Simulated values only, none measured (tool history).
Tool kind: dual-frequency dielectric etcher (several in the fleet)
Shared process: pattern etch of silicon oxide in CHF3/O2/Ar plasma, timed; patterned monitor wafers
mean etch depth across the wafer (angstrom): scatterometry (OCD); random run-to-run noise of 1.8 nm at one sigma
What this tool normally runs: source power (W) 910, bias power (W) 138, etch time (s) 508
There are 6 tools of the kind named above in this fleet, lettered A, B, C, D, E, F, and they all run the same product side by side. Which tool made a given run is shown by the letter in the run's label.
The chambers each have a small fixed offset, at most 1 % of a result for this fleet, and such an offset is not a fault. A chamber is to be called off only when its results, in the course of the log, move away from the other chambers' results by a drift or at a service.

run	hour	source power (W)	bias power (W)	etch time (s)	read-back reference wafer on the same gauge, depth_nm	mean etch depth across the wafer (angstrom)
1F	9	910	138	508	1239.9	10763
2A	21.9	910	138	508	1240.2	10846
3E	31.9	910	138	508	1239.7	10905
4B	39.8	910	138	508	1239.6	10793
5D	53.6	910	138	508	1238.7	10884
6C	60.5	910	138	508	1238.5	10824
7C	72.6	910	138	508	1238.2	10807
8D	80.9	910	138	508	1238.5	10840
9F	93.2	910	138	508	1237.8	10738
10A	104.8	910	138	508	1237.6	10834
11E	117.8	910	138	508	1237.7	10839
12B	127.5	1080	138	587.5	1237.6	13309
13A	134.9	1080	138	587.5	1237.1	13373
14D	142.6	1080	138	587.5	1237.4	13460
15F	154.9	1080	138	587.5	1237.2	13324
16C	161.7	1080	138	587.5	1236.4	13375
# hour 162.1: chamber E: wet clean of the chamber
17E	172.4	1080	138	587.5	1236.5	13412
18B	179.5	910	138	508	1236.3	10793
19E	187	910	138	428	1236.5	9110.5
20A	198.3	910	138	428	1235.5	9116.5
21B	206.4	910	138	428	1235.7	9067.1
22F	219	910	138	428	1235.4	9053.8
23D	233.2	910	138	428	1235.7	9125.6
24C	246.3	910	138	428	1235	9095.1
25F	256	910	138	508	1234.5	10686
26C	264.9	910	138	508	1234.7	10816
27A	273.5	910	138	508	1234	10786
28D	285	910	138	508	1233.8	10833
29B	291.2	1110	112	508	1233.6	10902
30E	299.3	1110	112	508	1234.1	10985
31A	312.5	1110	112	508	1233.4	10961
# hour 313.4: chamber B: wet clean of the chamber
32F	321.6	1110	112	508	1233.2	10881
33E	330.2	1110	112	508	1233.7	10971
34B	339.3	1110	112	508	1232.5	10927
35D	352	910	138	508	1232.8	10803
36C	364.4	910	138	508	1232.1	10779
37D	377	910	138	508	1232.3	10812
38C	383.3	910	138	508	1231.4	10755
39F	392.3	910	138	508	1231.9	10709
40E	399.9	910	138	508	1231.9	10794

For the next run the whole fleet of 6 chambers uses the same settings. Give each chamber's results:
41A	410.2	910	156	508		?
41B	410.2	910	156	508		?
41C	410.2	910	156	508		?
41D	410.2	910	156	508		?
41E	410.2	910	156	508		?
41F	410.2	910	156	508		?

run	mean etch depth across the wafer (angstrom)
41A	11230
41B	11139
41C	11188
41D	11219
41E	11227
41F	11144
